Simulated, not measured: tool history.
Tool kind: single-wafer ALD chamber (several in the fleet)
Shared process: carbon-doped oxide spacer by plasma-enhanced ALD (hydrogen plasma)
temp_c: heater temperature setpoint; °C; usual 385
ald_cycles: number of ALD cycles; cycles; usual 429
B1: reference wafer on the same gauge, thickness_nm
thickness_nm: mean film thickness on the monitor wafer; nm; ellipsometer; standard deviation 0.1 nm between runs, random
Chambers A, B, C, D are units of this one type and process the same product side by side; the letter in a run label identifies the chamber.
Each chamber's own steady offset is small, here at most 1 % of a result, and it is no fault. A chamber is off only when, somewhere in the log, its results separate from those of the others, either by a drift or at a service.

Run 1A, hour 10.8: usual settings; B1 19.41. Result: thickness_nm 21.532 nm.
Run 2B, hour 20.4: usual settings; B1 19.399. Result: thickness_nm 21.476 nm.
Run 3D, hour 30: usual settings; B1 19.396. Result: thickness_nm 21.685 nm.
Run 4C, hour 41.2: usual settings; B1 19.422. Result: thickness_nm 21.498 nm.
Run 5C, hour 47.8: usual settings; B1 19.415. Result: thickness_nm 21.455 nm.
Run 6D, hour 53: usual settings but temp_c 393 °C, ald_cycles 481 cycles; B1 19.405. Result: thickness_nm 24.445 nm.
Run 7A, hour 59.1: usual settings but temp_c 393 °C, ald_cycles 481 cycles; B1 19.379. Result: thickness_nm 24.027 nm.
Run 8B, hour 65.1: usual settings but temp_c 393 °C, ald_cycles 481 cycles; B1 19.405. Result: thickness_nm 24.098 nm.
Run 9D, hour 76.8: usual settings but temp_c 393 °C, ald_cycles 481 cycles; B1 19.399. Result: thickness_nm 24.041 nm.
Run 10C, hour 85.9: usual settings; B1 19.397. Result: thickness_nm 21.394 nm.
Run 11B, hour 96: usual settings; B1 19.391. Result: thickness_nm 21.352 nm.
Run 12A, hour 101.8: usual settings; B1 19.408. Result: thickness_nm 21.273 nm.
Run 13A, hour 110.8: usual settings; B1 19.385. Result: thickness_nm 21.405 nm.
Run 14C, hour 121.4: usual settings; B1 19.401. Result: thickness_nm 21.402 nm.
Run 15D, hour 128.2: usual settings; B1 19.382. Result: thickness_nm 21.523 nm.
Run 16B, hour 135.2: usual settings; B1 19.395. Result: thickness_nm 21.63 nm.
Run 17A, hour 143.7: usual settings; B1 19.4. Result: thickness_nm 21.346 nm.
Run 18B, hour 152.7: usual settings; B1 19.4. Result: thickness_nm 21.453 nm.
Run 19C, hour 162.3: usual settings but ald_cycles 457 cycles; B1 19.413. Result: thickness_nm 22.698 nm.
Run 20D, hour 173.3: usual settings but ald_cycles 457 cycles; B1 19.396. Result: thickness_nm 22.943 nm.
Run 21C, hour 184.4: usual settings but ald_cycles 457 cycles; B1 19.394. Result: thickness_nm 22.963 nm.
Run 22B, hour 191.2: usual settings but ald_cycles 457 cycles; B1 19.406. Result: thickness_nm 22.948 nm.
Run 23D, hour 199.6: usual settings; B1 19.391. Result: thickness_nm 21.335 nm.
Run 24A, hour 209: usual settings; B1 19.406. Result: thickness_nm 21.267 nm.
Run 25D, hour 219.4: usual settings; B1 19.392. Result: thickness_nm 21.562 nm.
Run 26B, hour 230: usual settings; B1 19.432. Result: thickness_nm 21.413 nm.
Run 27A, hour 239.2: usual settings; B1 19.399. Result: thickness_nm 21.382 nm.
Run 28C, hour 249.2: usual settings; B1 19.393. Result: thickness_nm 21.443 nm.
Run 29D, hour 255.6: usual settings; B1 19.407. Result: thickness_nm 21.576 nm.
Run 30C, hour 265.4: usual settings; B1 19.396. Result: thickness_nm 21.587 nm.
Run 31B, hour 271.9: usual settings; B1 19.415. Result: thickness_nm 21.672 nm.

Read the log: is a single chamber off, either drifting away or since a service, is the gauge that measures every chamber drifting, or is nothing wrong beyond small per-chamber offsets? Name any odd chamber and what most likely caused it.

Neither any chamber nor the gauge drifts; the chambers differ only by their own small, steady offsets.
